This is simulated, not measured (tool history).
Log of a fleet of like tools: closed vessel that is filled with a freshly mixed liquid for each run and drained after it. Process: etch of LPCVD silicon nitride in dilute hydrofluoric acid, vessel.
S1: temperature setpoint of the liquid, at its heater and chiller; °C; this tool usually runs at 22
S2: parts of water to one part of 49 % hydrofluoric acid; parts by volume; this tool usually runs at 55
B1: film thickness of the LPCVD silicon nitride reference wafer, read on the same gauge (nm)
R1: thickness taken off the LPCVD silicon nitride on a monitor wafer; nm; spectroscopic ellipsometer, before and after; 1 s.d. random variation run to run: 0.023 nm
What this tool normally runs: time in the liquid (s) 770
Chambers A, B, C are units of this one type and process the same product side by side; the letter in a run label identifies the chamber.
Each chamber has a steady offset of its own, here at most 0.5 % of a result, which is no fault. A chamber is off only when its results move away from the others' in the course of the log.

run 1A hour=8.6 | S1=22 S2=55 time_in_the_liquid_(s)=770 | B1=140 | R1=6.3165
run 2C hour=21.1 | S1=22 S2=55 time_in_the_liquid_(s)=770 | B1=139.97 | R1=6.2694
run 3B hour=30.1 | S1=22 S2=55 time_in_the_liquid_(s)=770 | B1=140.01 | R1=6.3223
run 4B hour=43.1 | S1=22 S2=55 time_in_the_liquid_(s)=770 | B1=139.99 | R1=6.3077
run 5A hour=50.2 | S1=17 S2=55 time_in_the_liquid_(s)=770 | B1=139.99 | R1=4.4502
run 6C hour=59.1 | S1=17 S2=55 time_in_the_liquid_(s)=770 | B1=140.01 | R1=4.4297
run 7C hour=73.7 | S1=17 S2=55 time_in_the_liquid_(s)=770 | B1=140.03 | R1=4.4138
run 8A hour=85.9 | S1=22 S2=55 time_in_the_liquid_(s)=770 | B1=139.99 | R1=6.3243
run 9B hour=98.5 | S1=22 S2=55 time_in_the_liquid_(s)=770 | B1=139.95 | R1=6.2979
run 10C hour=106.7 | S1=22 S2=55 time_in_the_liquid_(s)=770 | B1=140.01 | R1=6.3334
run 11B hour=121 | S1=22 S2=55 time_in_the_liquid_(s)=770 | B1=139.98 | R1=6.3243
run 12A hour=132.1 | S1=22 S2=75 time_in_the_liquid_(s)=615 | B1=140 | R1=3.6992
run 13A hour=144.3 | S1=22 S2=75 time_in_the_liquid_(s)=615 | B1=140.01 | R1=3.688
run 14B hour=157.1 | S1=22 S2=75 time_in_the_liquid_(s)=615 | B1=139.99 | R1=3.7112
run 15C hour=170.8 | S1=22 S2=55 time_in_the_liquid_(s)=770 | B1=139.99 | R1=6.3114
run 16C hour=178.9 | S1=22 S2=55 time_in_the_liquid_(s)=770 | B1=139.98 | R1=6.3256
run 17A hour=191.1 | S1=22 S2=55 time_in_the_liquid_(s)=770 | B1=139.99 | R1=6.2066
run 18B hour=205.1 | S1=22 S2=55 time_in_the_liquid_(s)=770 | B1=140.02 | R1=6.2807
run 19B hour=213.7 | S1=25.5 S2=55 time_in_the_liquid_(s)=770 | B1=140.01 | R1=7.9933
run 20C hour=223.8 | S1=25.5 S2=55 time_in_the_liquid_(s)=770 | B1=140 | R1=8.0455
run 21A hour=237.9 | S1=25.5 S2=55 time_in_the_liquid_(s)=770 | B1=140.01 | R1=7.9049
run 22A hour=250.5 | S1=22 S2=55 time_in_the_liquid_(s)=770 | B1=140 | R1=6.1999
run 23B hour=259.5 | S1=22 S2=55 time_in_the_liquid_(s)=770 | B1=140.02 | R1=6.3032
run 24C hour=267.9 | S1=22 S2=55 time_in_the_liquid_(s)=770 | B1=140 | R1=6.2829
run 25A hour=277 | S1=22 S2=55 time_in_the_liquid_(s)=770 | B1=140.01 | R1=6.1819
run 26C hour=287.4 | S1=22 S2=55 time_in_the_liquid_(s)=770 | B1=140 | R1=6.3088
run 27B hour=297.6 | S1=22 S2=55 time_in_the_liquid_(s)=770 | B1=140.03 | R1=6.3144
run 28C hour=310.7 | S1=22 S2=55 time_in_the_liquid_(s)=770 | B1=139.96 | R1=6.2765
run 29A hour=320.8 | S1=22 S2=55 time_in_the_liquid_(s)=770 | B1=139.98 | R1=6.1796
run 30B hour=328.9 | S1=22 S2=55 time_in_the_liquid_(s)=770 | B1=139.99 | R1=6.2975
run 31C hour=338.9 | S1=22 S2=55 time_in_the_liquid_(s)=770 | B1=140.02 | R1=6.291
run 32A hour=353.9 | S1=22 S2=55 time_in_the_liquid_(s)=770 | B1=139.99 | R1=6.1099
-- hour=355.1 chamber B: thermometer replaced
run 33B hour=361.6 | S1=22 S2=55 time_in_the_liquid_(s)=770 | B1=140.03 | R1=6.278
run 34B hour=369 | S1=22 S2=55 time_in_the_liquid_(s)=770 | B1=139.98 | R1=6.3244
run 35C hour=383.9 | S1=22 S2=55 time_in_the_liquid_(s)=770 | B1=139.99 | R1=6.2723
run 36A hour=392.3 | S1=22 S2=55 time_in_the_liquid_(s)=770 | B1=139.98 | R1=6.1087
run 37B hour=407.2 | S1=26.5 S2=55 time_in_the_liquid_(s)=1025 | B1=140.01 | R1=11.288

Next, all 3 chambers run the settings below, one line each with question marks for the results. What does each chamber give?
run 38A hour=418.4 | S1=22 S2=55 time_in_the_liquid_(s)=770 | R1=?
run 38B hour=418.4 | S1=22 S2=55 time_in_the_liquid_(s)=770 | R1=?
run 38C hour=418.4 | S1=22 S2=55 time_in_the_liquid_(s)=770 | R1=?

run=38A R1=6.0808
run=38B R1=6.3277
run=38C R1=6.3394
